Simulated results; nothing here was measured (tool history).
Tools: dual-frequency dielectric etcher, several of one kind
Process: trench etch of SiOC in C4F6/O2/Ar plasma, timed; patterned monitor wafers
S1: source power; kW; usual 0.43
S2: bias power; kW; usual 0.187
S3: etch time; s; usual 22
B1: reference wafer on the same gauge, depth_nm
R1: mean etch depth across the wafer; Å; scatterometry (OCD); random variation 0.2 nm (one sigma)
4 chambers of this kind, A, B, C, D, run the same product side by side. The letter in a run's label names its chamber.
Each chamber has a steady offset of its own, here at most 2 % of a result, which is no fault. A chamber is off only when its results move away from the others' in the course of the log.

Run 1D, day 0.196: usual settings; B1 56.352. Result: R1 480.46 Å.
Run 2A, day 0.404: usual settings; B1 56.357. Result: R1 472.26 Å.
Run 3B, day 0.588: usual settings; B1 56.34. Result: R1 475.03 Å.
At day 0.771: chamber D: wet clean of the chamber.
Run 4C, day 0.954: usual settings; B1 56.376. Result: R1 475.43 Å.
Run 5B, day 1.325: usual settings; B1 56.282. Result: R1 473.34 Å.
Run 6A, day 1.504: usual settings; B1 56.314. Result: R1 472.62 Å.
Run 7D, day 1.817: usual settings; B1 56.257. Result: R1 481.81 Å.
At day 2.15: chamber C: wet clean of the chamber.
Run 8C, day 2.2: usual settings; B1 56.304. Result: R1 481.07 Å.
Run 9D, day 2.571: usual settings; B1 56.296. Result: R1 482.89 Å.
Run 10C, day 2.912: usual settings; B1 56.244. Result: R1 475.36 Å.
Run 11B, day 3.192: usual settings; B1 56.295. Result: R1 474.49 Å.
Run 12A, day 3.371: usual settings; B1 56.299. Result: R1 472.9 Å.
At day 3.592: chamber B: wet clean of the chamber.
Run 13B, day 3.617: usual settings but S1 0.35 kW, S2 0.148 kW; B1 56.302. Result: R1 387.42 Å.
Run 14A, day 3.925: usual settings but S1 0.35 kW, S2 0.148 kW; B1 56.308. Result: R1 406.47 Å.
Run 15C, day 4.258: usual settings but S1 0.35 kW, S2 0.148 kW; B1 56.259. Result: R1 409.18 Å.
Run 16D, day 4.496: usual settings but S1 0.35 kW, S2 0.148 kW; B1 56.273. Result: R1 415.19 Å.
Run 17A, day 4.725: usual settings; B1 56.275. Result: R1 472.66 Å.
Run 18D, day 4.942: usual settings; B1 56.277. Result: R1 480.16 Å.
Run 19C, day 5.204: usual settings; B1 56.295. Result: R1 477.17 Å.
Run 20B, day 5.538: usual settings; B1 56.351. Result: R1 454.48 Å.
Run 21A, day 5.812: usual settings; B1 56.373. Result: R1 474.44 Å.
Run 22C, day 6.067: usual settings; B1 56.273. Result: R1 478.45 Å.
Run 23D, day 6.275: usual settings; B1 56.358. Result: R1 484.13 Å.
Run 24B, day 6.525: usual settings; B1 56.342. Result: R1 451.02 Å.

All 4 chambers run these settings next. Forecast each chamber's results:
Run 25A, day 6.8: usual settings but S3 26.5 s. Result: R1 ?.
Run 25B, day 6.8: usual settings but S3 26.5 s. Result: R1 ?.
Run 25C, day 6.8: usual settings but S3 26.5 s. Result: R1 ?.
Run 25D, day 6.8: usual settings but S3 26.5 s. Result: R1 ?.

run      R1
25A   564.8
25B  547.54
25C  570.98
25D   577.6
